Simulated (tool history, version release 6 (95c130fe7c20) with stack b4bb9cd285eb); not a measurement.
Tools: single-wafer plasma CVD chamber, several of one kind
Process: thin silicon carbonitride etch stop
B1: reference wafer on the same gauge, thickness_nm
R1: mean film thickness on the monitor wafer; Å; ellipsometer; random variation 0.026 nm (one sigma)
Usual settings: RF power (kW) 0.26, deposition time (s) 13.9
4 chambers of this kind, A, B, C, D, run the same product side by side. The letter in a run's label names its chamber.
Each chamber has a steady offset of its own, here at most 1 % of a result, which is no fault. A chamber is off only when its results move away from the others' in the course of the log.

Run 1B, hour 4.8: usual settings; B1 10.084. Result: R1 85.525 Å.
Run 2D, hour 9.3: usual settings; B1 10.085. Result: R1 85.841 Å.
Run 3C, hour 12: usual settings; B1 10.081. Result: R1 86.528 Å.
Run 4A, hour 16.4: usual settings; B1 10.085. Result: R1 85.26 Å.
Run 5C, hour 19.8: usual settings; B1 10.075. Result: R1 86.433 Å.
Run 6B, hour 24.2: usual settings; B1 10.077. Result: R1 85.141 Å.
Run 7A, hour 28.3: usual settings; B1 10.084. Result: R1 85.298 Å.
Run 8D, hour 32: usual settings; B1 10.08. Result: R1 85.829 Å.
Run 9A, hour 34.8: usual settings; B1 10.082. Result: R1 85.616 Å.
Run 10D, hour 37.8: usual settings; B1 10.078. Result: R1 86.241 Å.
Run 11C, hour 41.7: usual settings but RF power (kW) 0.235, deposition time (s) 11.4; B1 10.08. Result: R1 68.529 Å.
Run 12B, hour 46.3: usual settings but RF power (kW) 0.235, deposition time (s) 11.4; B1 10.091. Result: R1 67.756 Å.
Run 13C, hour 48.7: usual settings but RF power (kW) 0.235, deposition time (s) 11.4; B1 10.082. Result: R1 68.462 Å.
Run 14B, hour 51.9: usual settings but RF power (kW) 0.235, deposition time (s) 11.4; B1 10.075. Result: R1 68.143 Å.
Run 15D, hour 54.7: usual settings; B1 10.081. Result: R1 86.254 Å.
Run 16A, hour 57.5: usual settings; B1 10.084. Result: R1 85.751 Å.
Run 17A, hour 60.1: usual settings; B1 10.08. Result: R1 85.878 Å.
Run 18B, hour 64.9: usual settings but RF power (kW) 0.29; B1 10.085. Result: R1 87.606 Å.
Run 19D, hour 68: usual settings but RF power (kW) 0.29; B1 10.078. Result: R1 88.859 Å.
Run 20C, hour 70.4: usual settings but RF power (kW) 0.29; B1 10.081. Result: R1 89.557 Å.
Run 21A, hour 74.2: usual settings but RF power (kW) 0.29; B1 10.077. Result: R1 88.388 Å.
Run 22D, hour 78.9: usual settings; B1 10.08. Result: R1 86.025 Å.
Run 23B, hour 83.7: usual settings; B1 10.074. Result: R1 84.95 Å.
Run 24C, hour 87.2: usual settings but RF power (kW) 0.24, deposition time (s) 15.5; B1 10.078. Result: R1 93.715 Å.
Run 25C, hour 90.1: usual settings but RF power (kW) 0.24, deposition time (s) 15.5; B1 10.082. Result: R1 93.886 Å.
Run 26D, hour 94.4: usual settings but RF power (kW) 0.24, deposition time (s) 15.5; B1 10.076. Result: R1 93.564 Å.
Run 27B, hour 99.5: usual settings but RF power (kW) 0.24, deposition time (s) 15.5; B1 10.077. Result: R1 91.965 Å.
Run 28A, hour 103.6: usual settings; B1 10.078. Result: R1 85.522 Å.
Run 29C, hour 106.8: usual settings; B1 10.082. Result: R1 85.944 Å.
Run 30B, hour 110.3: usual settings; B1 10.082. Result: R1 84.296 Å.
Run 31D, hour 115.3: usual settings; B1 10.091. Result: R1 86.044 Å.
Run 32A, hour 118: usual settings; B1 10.079. Result: R1 85.529 Å.
Run 33C, hour 122.2: usual settings; B1 10.087. Result: R1 85.934 Å.
Run 34B, hour 124.6: usual settings but deposition time (s) 11.8; B1 10.075. Result: R1 71.42 Å.
Run 35A, hour 129.6: usual settings but deposition time (s) 11.8; B1 10.078. Result: R1 72.744 Å.
Run 36D, hour 133.2: usual settings but deposition time (s) 11.8; B1 10.083. Result: R1 72.996 Å.
Run 37D, hour 137.4: usual settings but deposition time (s) 11.8; B1 10.074. Result: R1 73.026 Å.
Run 38A, hour 142.2: usual settings; B1 10.084. Result: R1 85.296 Å.
Run 39C, hour 144.5: usual settings; B1 10.082. Result: R1 86.12 Å.

Next, every chamber runs the same settings. What will each give?
Run 40A, hour 148.2: usual settings but RF power (kW) 0.215. Result: R1 ?.
Run 40B, hour 148.2: usual settings but RF power (kW) 0.215. Result: R1 ?.
Run 40C, hour 148.2: usual settings but RF power (kW) 0.215. Result: R1 ?.
Run 40D, hour 148.2: usual settings but RF power (kW) 0.215. Result: R1 ?.

run      R1
40A  80.722
40B  79.422
40C   81.37
40D  81.457
